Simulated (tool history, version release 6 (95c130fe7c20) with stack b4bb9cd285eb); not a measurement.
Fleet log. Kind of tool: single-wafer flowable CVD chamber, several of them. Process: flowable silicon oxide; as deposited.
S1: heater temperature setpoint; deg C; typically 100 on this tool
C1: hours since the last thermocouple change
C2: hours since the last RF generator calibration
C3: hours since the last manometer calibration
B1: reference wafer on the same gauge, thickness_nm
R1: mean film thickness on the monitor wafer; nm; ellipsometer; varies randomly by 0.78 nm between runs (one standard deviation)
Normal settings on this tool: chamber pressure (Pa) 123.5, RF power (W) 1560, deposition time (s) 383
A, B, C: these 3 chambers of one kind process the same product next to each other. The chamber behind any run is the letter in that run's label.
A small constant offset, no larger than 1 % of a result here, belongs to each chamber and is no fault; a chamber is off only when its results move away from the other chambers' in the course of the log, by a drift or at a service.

At hour 2.1: chamber C: RF generator calibrated.
Run 1C, hour 10.9: usual settings; C1 235.8; C2 8.8; C3 1393.9; B1 253.94. Result: R1 263.34 nm.
Run 2B, hour 20.1: usual settings; C1 398.2; C2 822.6; C3 419.4; B1 254.16. Result: R1 265.55 nm.
Run 3A, hour 29.5: usual settings; C1 912.9; C2 744.5; C3 904.8; B1 253.82. Result: R1 265.95 nm.
Run 4B, hour 40.4: usual settings; C1 418.5; C2 842.9; C3 439.7; B1 254.14. Result: R1 265.19 nm.
Run 5C, hour 49.3: usual settings; C1 274.2; C2 47.2; C3 1432.3; B1 254.12. Result: R1 264.35 nm.
Run 6A, hour 55.7: usual settings but deposition time (s) 445; C1 939.1; C2 770.7; C3 931.0; B1 254.15. Result: R1 307.61 nm.
Run 7A, hour 63.5: usual settings but deposition time (s) 445; C1 946.9; C2 778.5; C3 938.8; B1 253.87. Result: R1 307.16 nm.
Run 8C, hour 70.0: usual settings but deposition time (s) 445; C1 294.9; C2 67.9; C3 1453.0; B1 254.08. Result: R1 306.22 nm.
Run 9B, hour 80.8: usual settings; C1 458.9; C2 883.3; C3 480.1; B1 254.22. Result: R1 265.75 nm.
Run 10B, hour 90.3: usual settings but S1 86 deg C; C1 468.4; C2 892.8; C3 489.6; B1 253.98. Result: R1 413.39 nm.
Run 11C, hour 100.5: usual settings but S1 86 deg C; C1 325.4; C2 98.4; C3 1483.5; B1 253.86. Result: R1 410.89 nm.
Run 12A, hour 112.3: usual settings but S1 86 deg C; C1 995.7; C2 827.3; C3 987.6; B1 254.03. Result: R1 414.59 nm.
Run 13C, hour 120.8: usual settings; C1 345.7; C2 118.7; C3 1503.8; B1 254.11. Result: R1 263.94 nm.
At hour 121.7: chamber A: RF generator calibrated.
Run 14A, hour 129.4: usual settings; C1 1012.8; C2 7.7; C3 1004.7; B1 253.97. Result: R1 264.12 nm.
Run 15B, hour 136.6: usual settings; C1 514.7; C2 939.1; C3 535.9; B1 254.06. Result: R1 263.54 nm.
Run 16C, hour 148.0: usual settings; C1 372.9; C2 145.9; C3 1531.0; B1 254.03. Result: R1 264.68 nm.
Run 17A, hour 157.5: usual settings; C1 1040.9; C2 35.8; C3 1032.8; B1 254.01. Result: R1 263.93 nm.
Run 18B, hour 166.7: usual settings; C1 544.8; C2 969.2; C3 566.0; B1 254.12. Result: R1 262.90 nm.
Run 19C, hour 172.6: usual settings; C1 397.5; C2 170.5; C3 1555.6; B1 253.96. Result: R1 262.56 nm.
Run 20A, hour 181.3: usual settings; C1 1064.7; C2 59.6; C3 1056.6; B1 254.27. Result: R1 264.69 nm.
Run 21B, hour 187.6: usual settings; C1 565.7; C2 990.1; C3 586.9; B1 254.02. Result: R1 263.37 nm.
Run 22C, hour 197.4: usual settings but S1 92 deg C, RF power (W) 1775; C1 422.3; C2 195.3; C3 1580.4; B1 253.97. Result: R1 356.30 nm.
Run 23B, hour 202.9: usual settings but S1 92 deg C, RF power (W) 1775; C1 581.0; C2 1005.4; C3 602.2; B1 253.83. Result: R1 351.63 nm.
Run 24A, hour 208.8: usual settings but S1 92 deg C, RF power (W) 1775; C1 1092.2; C2 87.1; C3 1084.1; B1 254.06. Result: R1 358.79 nm.
Run 25B, hour 220.4: usual settings; C1 598.5; C2 1022.9; C3 619.7; B1 254.00. Result: R1 261.15 nm.
Run 26C, hour 226.9: usual settings; C1 451.8; C2 224.8; C3 1609.9; B1 254.12. Result: R1 263.43 nm.
Run 27A, hour 232.2: usual settings but RF power (W) 1390, deposition time (s) 356; C1 1115.6; C2 110.5; C3 1107.5; B1 253.99. Result: R1 236.82 nm.
Run 28A, hour 238.6: usual settings but RF power (W) 1390, deposition time (s) 356; C1 1122.0; C2 116.9; C3 1113.9; B1 254.14. Result: R1 236.24 nm.
Run 29C, hour 244.6: usual settings but RF power (W) 1390, deposition time (s) 356; C1 469.5; C2 242.5; C3 1627.6; B1 253.97. Result: R1 235.05 nm.
Run 30B, hour 249.8: usual settings; C1 627.9; C2 1052.3; C3 649.1; B1 253.95. Result: R1 260.60 nm.
Run 31A, hour 257.5: usual settings but chamber pressure (Pa) 139.7, deposition time (s) 308; C1 1140.9; C2 135.8; C3 1132.8; B1 254.07. Result: R1 247.04 nm.
At hour 262.9: chamber B: RF generator calibrated.
Run 32C, hour 264.9: usual settings but chamber pressure (Pa) 139.7, deposition time (s) 308; C1 489.8; C2 262.8; C3 1647.9; B1 254.01. Result: R1 246.89 nm.
Run 33B, hour 275.3: usual settings but chamber pressure (Pa) 139.7, deposition time (s) 308; C1 653.4; C2 12.5; C3 674.6; B1 253.87. Result: R1 242.68 nm.
Run 34A, hour 285.0: usual settings; C1 1168.4; C2 163.3; C3 1160.3; B1 253.86. Result: R1 264.70 nm.
Run 35B, hour 292.8: usual settings; C1 670.9; C2 30.0; C3 692.1; B1 254.08. Result: R1 259.91 nm.
Run 36C, hour 304.4: usual settings; C1 529.3; C2 302.3; C3 1687.4; B1 253.96. Result: R1 264.93 nm.
Run 37C, hour 315.4: usual settings; C1 540.3; C2 313.3; C3 1698.4; B1 253.91. Result: R1 264.78 nm.
Run 38A, hour 324.3: usual settings; C1 1207.7; C2 202.6; C3 1199.6; B1 253.99. Result: R1 266.13 nm.
Run 39B, hour 334.6: usual settings; C1 712.7; C2 71.8; C3 733.9; B1 254.10. Result: R1 259.65 nm.
Run 40B, hour 345.0: usual settings; C1 723.1; C2 82.2; C3 744.3; B1 253.98. Result: R1 258.72 nm.
Run 41A, hour 355.7: usual settings; C1 1239.1; C2 234.0; C3 1231.0; B1 254.15. Result: R1 264.86 nm.

Which is it: a chamber that has drifted or been left off by a service, a gauge drift common to all chambers, or only each chamber's usual small offset? If a chamber is off, name it and its likeliest cause.

One chamber, B, drifts off from the rest bit by bit.
Most likely cause: true pressure below the setpoint (%) = 2.33.
Not necessarily distinguishable in this log from: wafer temperature above the value expected at the setpoint (K).

Here are 4 candidates for chamber B's next run, each the usual settings with a change, their results left as question marks. Which one brings its results back in line with what the others give on the usual settings?
In line here means within this much of the mean the other chambers give on the usual settings: R1 2.70 nm
Run 42B-1, hour 364.3: usual settings but chamber pressure (Pa) 123.7. Result: R1 ?.
Run 42B-2, hour 364.3: usual settings but deposition time (s) 392. Result: R1 ?.
Run 42B-3, hour 364.3: usual settings but RF power (W) 1550, deposition time (s) 374. Result: R1 ?.
Run 42B-4, hour 364.3: usual settings but deposition time (s) 382. Result: R1 ?.

Usual-settings mean across the other chambers: R1 264.18 nm
  run      R1
42B-1  258.73
42B-2  264.11
42B-3  251.55
42B-4  257.37
42B-2 is the one that brings the chamber's results back in line with the other chambers.
